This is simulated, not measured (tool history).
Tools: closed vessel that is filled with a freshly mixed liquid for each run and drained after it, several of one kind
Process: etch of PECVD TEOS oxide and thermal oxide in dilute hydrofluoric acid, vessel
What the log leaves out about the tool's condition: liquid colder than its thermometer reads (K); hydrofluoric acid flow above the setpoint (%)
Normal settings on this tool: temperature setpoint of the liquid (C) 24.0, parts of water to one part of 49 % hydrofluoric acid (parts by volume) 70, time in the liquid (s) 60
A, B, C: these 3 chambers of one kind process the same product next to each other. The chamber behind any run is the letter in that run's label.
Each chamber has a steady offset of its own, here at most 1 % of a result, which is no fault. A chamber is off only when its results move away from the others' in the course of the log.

run	hour	temperature setpoint of the liquid (C)	parts of water to one part of 49 % hydrofluoric acid (parts by volume)	time in the liquid (s)	hours since the thermometer was replaced	hours since the hydrofluoric acid flow meter was replaced	read-back film thickness of the PECVD TEOS oxide reference wafer, read on the same gauge (nm)	read-back film thickness of the thermal oxide reference wafer, read on the same gauge (nm)	thickness taken off the PECVD TEOS oxide on a monitor wafer (nm)	thickness taken off the thermal oxide on a monitor wafer (nm)
1B	4.7	24.0	70	60	689.7	103.1	139.98	139.95	17.389	4.3157
2C	12.9	24.0	70	60	1759.9	801.4	140.00	139.95	16.953	4.1840
3A	17.9	24.0	70	60	887.0	702.3	140.01	139.99	17.102	4.2202
4C	26.4	24.0	70	60	1773.4	814.9	139.98	139.99	17.200	4.2537
5A	30.5	24.0	70	60	899.6	714.9	140.00	139.93	17.053	4.1536
6B	34.7	24.0	100	60	719.7	133.1	139.99	139.99	11.661	2.8948
7B	43.0	24.0	100	60	728.0	141.4	139.98	139.98	11.856	2.8637
8C	49.2	24.0	100	60	1796.2	837.7	139.99	140.00	11.416	2.8453
9A	56.1	24.0	70	60	925.2	740.5	139.99	139.96	17.067	4.2135
10A	63.7	24.0	60	80	932.8	748.1	140.03	139.98	26.957	6.7452
11C	69.4	24.0	60	80	1816.4	857.9	140.01	140.02	26.754	6.6391
12B	77.8	24.0	60	80	762.8	176.2	140.02	139.97	27.058	6.7835
13A	86.3	24.0	70	60	955.4	770.7	139.99	139.93	17.138	4.2000
14B	94.2	24.0	70	60	779.2	192.6	139.99	140.02	17.430	4.2155
15C	98.9	24.0	70	60	1845.9	887.4	140.02	140.05	17.298	4.2206
16A	106.9	24.0	70	60	976.0	791.3	140.01	140.02	16.914	4.2284
17C	112.3	21.5	80	60	1859.3	900.8	139.99	140.00	13.436	3.3316
18B	117.9	21.5	80	60	802.9	216.3	139.99	140.00	13.599	3.3623
19B	122.9	21.5	80	60	807.9	221.3	140.03	140.02	13.581	3.3338
20A	129.9	24.0	70	60	999.0	814.3	140.00	140.01	17.068	4.2627
21C	137.9	24.0	70	60	1884.9	926.4	139.96	140.02	17.156	4.1260
22C	144.7	24.0	105	60	1891.7	933.2	140.01	140.02	10.881	2.6459
23A	153.0	24.0	105	60	1022.1	837.4	140.00	140.03	10.661	2.6976
24B	157.6	24.0	105	60	842.6	256.0	140.02	139.98	11.019	2.6864
25A	162.9	24.0	70	60	1032.0	847.3	140.01	140.00	17.021	4.2824
# hour 163.3: chamber C: thermometer replaced
26C	170.4	24.0	70	60	7.2	958.9	139.99	140.00	17.124	4.1752
# hour 172.3: chamber A: thermometer replaced
27B	177.0	24.0	70	60	862.0	275.4	140.01	140.00	17.201	4.2662
28A	185.5	24.0	70	60	13.2	869.9	140.01	140.05	17.244	4.2485
29B	194.0	24.0	70	60	879.0	292.4	140.00	140.02	17.323	4.3302

Predict what each chamber gives when all 3 of them run the settings below next.
30A	200.2	24.0	45	60					?	?
30B	200.2	24.0	45	60					?	?
30C	200.2	24.0	45	60					?	?

run	thickness taken off the PECVD TEOS oxide on a monitor wafer (nm)	thickness taken off the thermal oxide on a monitor wafer (nm)
30A	27.786	6.9460
30B	27.746	6.7388
30C	27.680	6.8153

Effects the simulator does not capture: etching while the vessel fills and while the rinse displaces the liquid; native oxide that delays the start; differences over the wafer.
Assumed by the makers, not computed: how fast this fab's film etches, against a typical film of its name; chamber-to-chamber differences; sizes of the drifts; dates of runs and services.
